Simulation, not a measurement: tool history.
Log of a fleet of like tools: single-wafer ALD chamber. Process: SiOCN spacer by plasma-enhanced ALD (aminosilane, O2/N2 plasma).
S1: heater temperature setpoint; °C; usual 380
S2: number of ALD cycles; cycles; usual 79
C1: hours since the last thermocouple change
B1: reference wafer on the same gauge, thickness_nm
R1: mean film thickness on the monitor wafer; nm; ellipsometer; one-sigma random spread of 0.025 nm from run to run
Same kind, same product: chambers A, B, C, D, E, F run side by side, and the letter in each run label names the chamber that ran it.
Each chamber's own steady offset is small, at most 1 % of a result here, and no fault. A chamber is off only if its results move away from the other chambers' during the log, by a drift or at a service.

run   hour   S1  S2      C1      B1      R1
 1A    7.8  380  79  1869.2  4.9800  4.7581
 2D   15.4  380  79   908.9  4.9798  4.7876
 3E   20.3  380  79  2634.8  4.9778  4.8027
 4F   28.2  380  79  1094.4  4.9744  4.7354
 5C   34.1  380  79  1025.0  4.9780  4.7925
      38.4  -- chamber E: thermocouple changed; heater temperature recalibrated
 6B   41.5  380  79   840.2  4.9814  4.7547
 7C   49.2  380  79  1040.1  4.9772  4.7744
 8F   55.3  392  79  1121.5  4.9704  4.7522
 9A   62.0  392  79  1923.4  4.9754  4.7451
10D   69.7  392  79   963.2  4.9811  4.7641
11B   74.7  392  79   873.4  4.9811  4.7416
12E   80.7  392  79    42.4  4.9784  4.7839
13C   87.7  392  79  1078.6  4.9806  4.7724
      90.6  -- chamber F: thermocouple changed; heater temperature recalibrated
14B   92.1  380  79   890.8  4.9765  4.7259
15D   99.0  380  79   992.5  4.9786  4.6809
16F  103.4  370  87    12.8  4.9869  5.1460
17E  107.2  370  87    68.9  4.9815  5.2421
18A  111.9  370  87  1973.3  4.9829  5.2641
19A  116.1  370  87  1977.5  4.9743  5.2466
20D  122.7  370  87  1016.2  4.9832  5.2403
21E  126.4  370  87    88.1  4.9790  5.3118
22B  132.9  380  79   931.6  4.9836  4.7549
23F  140.9  380  79    50.3  4.9823  4.7908
24C  145.4  380  79  1136.3  4.9805  4.8001
25F  150.7  380  79    60.1  4.9792  4.7150
26E  158.2  380  79   119.9  4.9743  4.7591
27D  165.2  380  79  1058.7  4.9792  4.7568
28A  172.3  380  79  2033.7  4.9793  4.7613
29B  177.2  380  79   975.9  4.9700  4.7765
30C  183.5  380  79  1174.4  4.9768  4.7642
     188.7  -- chamber C: thermocouple changed; heater temperature recalibrated
31E  189.6  380  79   151.3  4.9782  4.7652
32A  193.4  380  79  2054.8  4.9836  4.7963
33F  199.6  380  79   109.0  4.9850  4.7437
34C  208.1  373  73    19.4  4.9788  4.4189
35D  213.8  373  73  1107.3  4.9773  4.4079
36B  217.8  373  73  1016.5  4.9817  4.4026
37D  224.4  373  73  1117.9  4.9829  4.4099
38A  232.1  373  73  2093.5  4.9833  4.3776
39F  237.8  373  73   147.2  4.9801  4.4200
40B  242.0  373  73  1040.7  4.9820  4.4021
41E  249.5  373  73   211.2  4.9758  4.3951
42C  257.6  373  73    68.9  4.9856  4.4123
43D  263.7  373  73  1157.2  4.9817  4.4488
44C  269.2  373  73    80.5  4.9869  4.4146

Does one chamber stand apart from the rest, does the shared gauge drift, or is all well apart from small per-chamber offsets? Give the chamber and the most likely cause, where there is one.

All chambers stay in line apart from their small fixed offsets, and the gauge does not drift.
